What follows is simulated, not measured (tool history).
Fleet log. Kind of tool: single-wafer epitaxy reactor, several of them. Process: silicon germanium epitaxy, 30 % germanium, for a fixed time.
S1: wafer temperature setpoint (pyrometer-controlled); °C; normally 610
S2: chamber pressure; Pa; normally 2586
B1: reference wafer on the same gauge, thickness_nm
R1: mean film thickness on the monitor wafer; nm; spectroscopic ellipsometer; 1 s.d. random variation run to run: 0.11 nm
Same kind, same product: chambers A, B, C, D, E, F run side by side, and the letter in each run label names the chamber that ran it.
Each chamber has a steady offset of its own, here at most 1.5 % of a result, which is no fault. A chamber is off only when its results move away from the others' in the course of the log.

run 1A hour=3.5 | S1=610 S2=2586 | B1=72.216 | R1=69.902
run 2B hour=7.4 | S1=610 S2=2586 | B1=72.232 | R1=70.159
run 3C hour=11.3 | S1=610 S2=2586 | B1=72.193 | R1=69.111
run 4F hour=14.9 | S1=610 S2=2586 | B1=72.239 | R1=69.938
run 5E hour=18.5 | S1=610 S2=2586 | B1=72.237 | R1=68.994
run 6D hour=24.2 | S1=610 S2=2586 | B1=72.251 | R1=69.031
run 7D hour=31.2 | S1=610 S2=2586 | B1=72.282 | R1=69.13
-- hour=34.2 chamber F: pyrometer calibrated
run 8A hour=35.2 | S1=610 S2=2586 | B1=72.295 | R1=70.024
run 9B hour=41.6 | S1=610 S2=2586 | B1=72.307 | R1=70.27
run 10E hour=48.5 | S1=610 S2=2586 | B1=72.292 | R1=69.044
run 11F hour=54.3 | S1=616 S2=2586 | B1=72.309 | R1=78.01
run 12C hour=58.4 | S1=616 S2=2586 | B1=72.359 | R1=76.86
run 13D hour=65 | S1=616 S2=2586 | B1=72.356 | R1=77.001
run 14E hour=71.7 | S1=616 S2=2586 | B1=72.364 | R1=76.827
run 15A hour=75.3 | S1=616 S2=2586 | B1=72.379 | R1=78.029
run 16C hour=79.3 | S1=616 S2=2586 | B1=72.388 | R1=77.046
run 17F hour=82.6 | S1=610 S2=2586 | B1=72.363 | R1=70.085
run 18B hour=89.1 | S1=610 S2=2586 | B1=72.364 | R1=70.253
run 19E hour=93.3 | S1=602 S2=3200 | B1=72.393 | R1=65.11
run 20C hour=100.2 | S1=602 S2=3200 | B1=72.44 | R1=65.532
run 21B hour=106.7 | S1=602 S2=3200 | B1=72.425 | R1=66.447
run 22D hour=110.2 | S1=602 S2=3200 | B1=72.457 | R1=65.012
run 23A hour=115.1 | S1=602 S2=3200 | B1=72.468 | R1=66.301
run 24F hour=119.7 | S1=602 S2=3200 | B1=72.429 | R1=66.192
run 25F hour=126.3 | S1=597 S2=2586 | B1=72.471 | R1=55.285
run 26D hour=129.7 | S1=597 S2=2586 | B1=72.477 | R1=54.66
-- hour=130.1 chamber D: capacitance manometer re-zeroed and calibrated
run 27B hour=134 | S1=597 S2=2586 | B1=72.487 | R1=55.667
run 28C hour=138.2 | S1=597 S2=2586 | B1=72.498 | R1=55.01
run 29A hour=141.7 | S1=597 S2=2586 | B1=72.507 | R1=55.763
run 30E hour=148.1 | S1=597 S2=2586 | B1=72.541 | R1=54.63
run 31F hour=152.9 | S1=610 S2=2586 | B1=72.522 | R1=70.523
run 32B hour=159.3 | S1=610 S2=2586 | B1=72.54 | R1=70.457
run 33A hour=165 | S1=610 S2=2586 | B1=72.559 | R1=70.317
run 34C hour=169.8 | S1=610 S2=2586 | B1=72.591 | R1=69.55
run 35E hour=176.2 | S1=610 S2=2586 | B1=72.605 | R1=69.233
run 36D hour=179.4 | S1=610 S2=2586 | B1=72.591 | R1=69.346
run 37F hour=186.2 | S1=610 S2=2586 | B1=72.614 | R1=70.431
run 38C hour=192.3 | S1=610 S2=2586 | B1=72.61 | R1=69.495
run 39A hour=197.8 | S1=610 S2=2586 | B1=72.665 | R1=70.381

Each of the 6 chambers runs these same settings next. Fill in every chamber's results:
run 40A hour=202.9 | S1=604 S2=2586 | R1=?
run 40B hour=202.9 | S1=604 S2=2586 | R1=?
run 40C hour=202.9 | S1=604 S2=2586 | R1=?
run 40D hour=202.9 | S1=604 S2=2586 | R1=?
run 40E hour=202.9 | S1=604 S2=2586 | R1=?
run 40F hour=202.9 | S1=604 S2=2586 | R1=?

run=40A R1=63.327
run=40B R1=63.406
run=40C R1=62.505
run=40D R1=62.42
run=40E R1=62.397
run=40F R1=63.244
